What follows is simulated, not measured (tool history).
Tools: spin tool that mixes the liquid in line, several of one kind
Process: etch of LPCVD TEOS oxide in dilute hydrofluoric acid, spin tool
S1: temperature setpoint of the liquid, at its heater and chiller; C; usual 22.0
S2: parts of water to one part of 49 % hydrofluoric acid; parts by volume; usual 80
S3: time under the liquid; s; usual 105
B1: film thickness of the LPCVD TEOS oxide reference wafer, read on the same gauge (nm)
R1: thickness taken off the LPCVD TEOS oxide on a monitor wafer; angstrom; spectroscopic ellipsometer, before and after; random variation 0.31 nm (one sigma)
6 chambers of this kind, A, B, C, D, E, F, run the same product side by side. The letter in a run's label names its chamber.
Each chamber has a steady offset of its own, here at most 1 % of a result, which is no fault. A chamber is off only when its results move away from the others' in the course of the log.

run	hour	S1	S2	S3	B1	R1
1E	9.6	22.0	80	105	109.96	434.83
2A	23.2	22.0	80	105	110.00	442.52
3B	31.7	22.0	80	105	110.03	439.47
4D	41.1	22.0	80	105	110.00	437.46
5C	56.1	22.0	50	145	110.00	1012.60
6F	67.2	22.0	50	145	110.02	998.34
7E	81.1	22.0	50	145	110.00	1018.20
8A	94.8	22.0	50	145	109.99	1024.80
9B	104.4	22.0	50	145	110.02	1007.60
10D	119.5	22.0	50	145	110.00	1016.90
11C	129.3	22.0	80	105	110.02	438.54
12F	143.9	24.5	110	105	110.00	340.40
13E	152.2	24.5	110	105	110.00	341.38
14C	163.1	24.5	110	105	110.00	338.09
15D	171.2	24.5	110	105	110.01	335.83
16F	182.6	24.5	110	105	110.02	339.92
17A	196.2	24.5	110	105	110.03	331.62
18B	211.0	22.0	80	105	110.02	444.32
19F	223.6	22.0	80	105	110.02	437.77
20C	237.5	22.0	80	105	109.99	434.91
21D	245.8	22.0	80	105	109.98	437.33
22A	255.3	22.0	80	105	110.00	428.20
23B	263.2	22.0	80	105	110.00	434.47
24E	277.8	22.0	80	140	109.99	590.10
# hour 279.5: chamber C: hydrofluoric acid flow meter replaced
# hour 287.7: chamber F: thermometer replaced
25B	288.0	22.0	80	140	109.98	579.68
26A	299.5	22.0	80	140	110.02	554.45
27C	311.2	22.0	80	140	110.01	579.23
28E	323.0	22.0	80	140	110.00	584.50
29F	336.8	22.0	80	140	109.99	580.57
30D	348.9	22.0	80	105	109.98	441.28
31A	360.5	22.0	80	105	109.99	409.63
32E	371.2	22.0	80	105	109.99	440.19
33D	380.9	22.0	80	105	110.02	435.14
34C	390.0	22.0	80	105	110.00	437.49
35F	399.2	22.0	80	105	109.98	441.79
36B	414.1	22.0	80	105	110.01	438.68

Next, every chamber runs the same settings. What will each give?
37A	425.2	22.0	80	105		?
37B	425.2	22.0	80	105		?
37C	425.2	22.0	80	105		?
37D	425.2	22.0	80	105		?
37E	425.2	22.0	80	105		?
37F	425.2	22.0	80	105		?

run	R1
37A	400.66
37B	433.54
37C	436.77
37D	443.95
37E	444.51
37F	438.96

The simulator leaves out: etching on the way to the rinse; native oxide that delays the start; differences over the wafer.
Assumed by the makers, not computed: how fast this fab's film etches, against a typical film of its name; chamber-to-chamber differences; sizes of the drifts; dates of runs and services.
